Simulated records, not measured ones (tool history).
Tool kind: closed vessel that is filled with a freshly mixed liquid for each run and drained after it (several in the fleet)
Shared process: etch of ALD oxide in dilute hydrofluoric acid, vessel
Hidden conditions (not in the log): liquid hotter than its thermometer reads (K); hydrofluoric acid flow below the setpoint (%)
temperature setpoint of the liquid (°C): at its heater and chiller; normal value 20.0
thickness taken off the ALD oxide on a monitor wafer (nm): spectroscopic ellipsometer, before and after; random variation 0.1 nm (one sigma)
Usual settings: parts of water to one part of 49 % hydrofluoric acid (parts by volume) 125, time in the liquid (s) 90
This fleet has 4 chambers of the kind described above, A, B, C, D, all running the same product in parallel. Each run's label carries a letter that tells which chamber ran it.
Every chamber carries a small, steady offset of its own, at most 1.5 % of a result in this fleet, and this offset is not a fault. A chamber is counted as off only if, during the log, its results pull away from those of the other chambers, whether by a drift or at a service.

| run | hour | temperature setpoint of the liquid (°C) | parts of water to one part of 49 % hydrofluoric acid (parts by volume) | time in the liquid (s) | hours since the thermometer was replaced | hours since the hydrofluoric acid flow meter was replaced | read-back film thickness of the ALD oxide reference wafer, read on the same gauge (nm) | thickness taken off the ALD oxide on a monitor wafer (nm) |
|---|---|---|---|---|---|---|---|---|
| 1B | 11.9 | 20.0 | 125 | 90 | 120.9 | 110.4 | 59.994 | 16.436 |
| 2D | 20.5 | 20.0 | 125 | 90 | 702.8 | 334.4 | 59.998 | 16.301 |
| 3C | 31.1 | 20.0 | 125 | 90 | 1251.9 | 1793.0 | 60.000 | 16.074 |
| 4A | 44.1 | 20.0 | 125 | 90 | 1177.2 | 296.4 | 59.982 | 16.194 |
| 5A | 51.0 | 20.0 | 125 | 90 | 1184.1 | 303.3 | 60.002 | 16.157 |
| 6B | 58.7 | 20.0 | 125 | 90 | 167.7 | 157.2 | 60.009 | 16.490 |
| 7C | 67.1 | 20.0 | 125 | 90 | 1287.9 | 1829.0 | 59.997 | 16.273 |
| 8D | 78.8 | 20.0 | 125 | 90 | 761.1 | 392.7 | 59.988 | 16.161 |
| 9A | 90.3 | 20.0 | 125 | 90 | 1223.4 | 342.6 | 59.996 | 16.037 |
| 10B | 102.0 | 20.0 | 125 | 90 | 211.0 | 200.5 | 60.010 | 16.566 |
| 11C | 110.0 | 20.0 | 125 | 90 | 1330.8 | 1871.9 | 60.016 | 16.154 |
| 12D | 117.9 | 20.0 | 125 | 90 | 800.2 | 431.8 | 59.999 | 16.100 |
| 13A | 127.3 | 20.0 | 125 | 90 | 1260.4 | 379.6 | 60.025 | 15.752 |
|  | 130.3 | chamber C: thermometer replaced |
| 14C | 135.9 | 24.5 | 175 | 90 | 5.6 | 1897.8 | 60.028 | 13.058 |
| 15D | 147.2 | 24.5 | 175 | 90 | 829.5 | 461.1 | 60.008 | 13.211 |
| 16B | 155.6 | 24.5 | 175 | 90 | 264.6 | 254.1 | 60.019 | 13.422 |
| 17D | 167.5 | 24.5 | 175 | 90 | 849.8 | 481.4 | 60.015 | 13.044 |
| 18C | 176.3 | 20.0 | 125 | 90 | 46.0 | 1938.2 | 59.990 | 16.352 |
| 19B | 182.7 | 20.0 | 125 | 90 | 291.7 | 281.2 | 60.001 | 16.485 |
| 20A | 193.1 | 20.0 | 180 | 135 | 1326.2 | 445.4 | 60.008 | 14.935 |
| 21D | 206.1 | 20.0 | 180 | 135 | 888.4 | 520.0 | 59.979 | 15.913 |
| 22B | 218.5 | 20.0 | 180 | 135 | 327.5 | 317.0 | 60.007 | 16.287 |
| 23A | 228.9 | 20.0 | 180 | 135 | 1362.0 | 481.2 | 59.991 | 14.710 |
| 24C | 237.8 | 20.0 | 175 | 90 | 107.5 | 1999.7 | 60.004 | 10.900 |
| 25A | 243.7 | 20.0 | 175 | 90 | 1376.8 | 496.0 | 59.993 | 10.021 |
| 26B | 249.4 | 20.0 | 175 | 90 | 358.4 | 347.9 | 59.990 | 11.349 |

Does one chamber stand apart from the rest, does the shared gauge drift, or is all well apart from small per-chamber offsets? Give the chamber and the most likely cause, where there is one.

It is chamber A that slowly wanders off from its peers.
Most likely cause: hydrofluoric acid flow below the setpoint (%) = 7.4.
The log may not tell that from: liquid colder than its thermometer reads (K).

Chamber A could run next with any of the 4 candidate recipes listed below; each alters the usual settings, and their results appear as question marks. Which one brings its results back in line with what the other chambers deliver on the usual settings?
In line means no further than this from the other chambers' mean on the usual settings: thickness taken off the ALD oxide on a monitor wafer (nm) 0.360
| 27A-1 | 258.9 | 20.0 | 145 | 90 |  |  |  | ? |
| 27A-2 | 258.9 | 20.0 | 135 | 90 |  |  |  | ? |
| 27A-3 | 258.9 | 20.5 | 125 | 105 |  |  |  | ? |
| 27A-4 | 258.9 | 20.0 | 115 | 90 |  |  |  | ? |

What the other chambers average on the usual settings: thickness taken off the ALD oxide on a monitor wafer (nm) 16.289
| run | thickness taken off the ALD oxide on a monitor wafer (nm) |
|---|---|
| 27A-1 | 12.497 |
| 27A-2 | 13.589 |
| 27A-3 | 17.691 |
| 27A-4 | 16.367 |
The answer is 27A-4, which returns the chamber to within the allowed miss of the others.
